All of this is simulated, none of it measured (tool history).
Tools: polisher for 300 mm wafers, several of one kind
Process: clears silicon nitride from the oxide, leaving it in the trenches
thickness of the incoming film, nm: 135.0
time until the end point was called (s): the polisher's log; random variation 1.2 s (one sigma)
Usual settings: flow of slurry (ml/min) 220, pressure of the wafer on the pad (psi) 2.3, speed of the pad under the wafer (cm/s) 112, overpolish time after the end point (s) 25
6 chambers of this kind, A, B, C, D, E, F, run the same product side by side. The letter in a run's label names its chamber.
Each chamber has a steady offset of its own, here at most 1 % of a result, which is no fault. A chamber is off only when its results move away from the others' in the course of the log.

run	day	flow of slurry (ml/min)	pressure of the wafer on the pad (psi)	speed of the pad under the wafer (cm/s)	overpolish time after the end point (s)	wafers polished on this pad	hours since the slurry nozzle was cleaned	hours since the head pressure was calibrated	time until the end point was called (s)
1E	0.492	220	2.3	112	25	145	274.2	364.4	134.47
# day 0.575: chamber F: slurry nozzle cleaned
# day 0.858: chamber B: slurry nozzle cleaned
# day 0.9: chamber E: slurry nozzle cleaned
2D	0.904	220	2.3	112	25	907	377.2	287.6	137.53
3B	1.4	220	2.3	112	25	381	13	352	137.17
4A	2.021	220	2.3	112	25	792	226.8	175.3	138.74
5C	2.579	220	2.3	112	36	641	260.6	1429.4	138.44
# day 2.788: chamber D: head pressure recalibrated
# day 2.921: chamber D: worn pad replaced by a new one
6F	2.975	220	2.3	112	36	827	57.7	863.6	135.02
# day 3.35: chamber C: head pressure recalibrated
7C	3.521	220	2.3	112	36	825	283.2	4.1	136.66
# day 3.692: chamber F: worn pad replaced by a new one
8B	4.1	220	2.3	112	36	910	77.8	416.8	139.91
# day 4.15: chamber A: worn pad replaced by a new one
9D	4.638	220	2.3	112	36	336	466.8	44.4	138.82
10F	4.979	220	2.3	112	36	252	105.8	911.7	136.95
# day 5.238: chamber C: worn pad replaced by a new one
11E	5.325	220	2.3	112	25	1092	106.3	480.4	134.72
# day 5.408: chamber B: worn pad replaced by a new one
12A	5.896	220	2.3	112	25	342	319.8	268.3	136.6
13F	6.367	220	2.3	112	25	524	139.1	945	134.88
# day 6.662: chamber E: worn pad replaced by a new one
14D	6.821	220	2.3	112	25	764	519.2	96.8	138.49
# day 7.396: chamber D: slurry nozzle cleaned
15A	7.429	220	2.3	112	25	643	356.6	305.1	136.89
16B	7.883	220	2.3	112	25	485	168.6	507.6	135.52
17C	8.479	220	2.3	112	25	635	402.2	123.1	138.95
# day 8.917: chamber F: worn pad replaced by a new one
# day 8.992: chamber D: worn pad replaced by a new one
18E	9.038	220	2.3	112	25	466	195.4	569.5	132.44
# day 9.267: chamber A: worn pad replaced by a new one
19C	9.517	220	2.3	112	25	838	427.1	148	137.27
20D	9.979	220	2.3	112	25	194	62	172.6	137.41
21E	10.304	220	2.3	112	18	714	225.8	599.9	130.38
# day 10.354: chamber C: slurry nozzle cleaned
22A	10.583	220	2.3	112	18	258	432.3	380.8	134.6
23B	10.971	220	2.3	112	18	1090	242.7	581.7	136.88
# day 11.279: chamber B: worn pad replaced by a new one
# day 11.304: chamber C: worn pad replaced by a new one
24F	11.342	220	2.3	112	18	475	258.5	1064.4	139.04
25F	11.896	220	2.3	112	18	584	271.8	1077.7	136.59
26B	12.338	220	2.3	112	18	207	275.5	614.5	138.6
# day 12.438: chamber E: worn pad replaced by a new one
# day 12.638: chamber E: slurry nozzle cleaned
# day 12.767: chamber A: slurry nozzle cleaned
27A	12.888	220	2.3	112	25	710	2.9	436.1	136.59
28E	13.492	220	2.3	112	25	206	20.6	676.4	127.23
29C	13.929	220	2.3	112	25	514	85.9	253.9	137.5
# day 14.388: chamber F: worn pad replaced by a new one
# day 14.396: chamber A: worn pad replaced by a new one
30D	14.467	220	2.3	112	25	1073	169.7	280.3	134.19
# day 14.496: chamber D: worn pad replaced by a new one
# day 14.542: chamber B: slurry nozzle cleaned
31B	14.829	220	2.3	112	25	696	7	674.3	135.98
32C	15.221	220	2.3	112	25	767	116.9	284.9	138.64
33E	15.767	220	2.3	112	25	652	75.2	731	129.33
34D	16.175	220	2.3	112	25	329	210.7	321.3	135.91
35A	16.646	220	2.3	112	25	441	93.1	526.3	137.35
36F	16.925	220	2.3	112	25	497	392.5	1198.4	135.62
# day 17.012: chamber D: head pressure recalibrated
37D	17.396	220	2.3	112	25	568	240	9.2	136.93
# day 17.742: chamber C: worn pad replaced by a new one
38C	17.762	220	2.3	112	25	4	177.9	345.9	137.34
39E	18.054	220	2.3	112	25	1100	130.1	785.9	126.41
40F	18.583	220	2.3	112	25	822	432.3	1238.2	137.88
41A	18.946	220	2.3	112	25	891	148.3	581.5	137.08

All 6 chambers run these settings next. Forecast each chamber's results:
42A	19.396	220	2.3	112	25				?
42B	19.396	220	2.3	112	25				?
42C	19.396	220	2.3	112	25				?
42D	19.396	220	2.3	112	25				?
42E	19.396	220	2.3	112	25				?
42F	19.396	220	2.3	112	25				?

run	time until the end point was called (s)
42A	137.2
42B	137.8
42C	137.66
42D	137.3
42E	127.03
42F	138.28

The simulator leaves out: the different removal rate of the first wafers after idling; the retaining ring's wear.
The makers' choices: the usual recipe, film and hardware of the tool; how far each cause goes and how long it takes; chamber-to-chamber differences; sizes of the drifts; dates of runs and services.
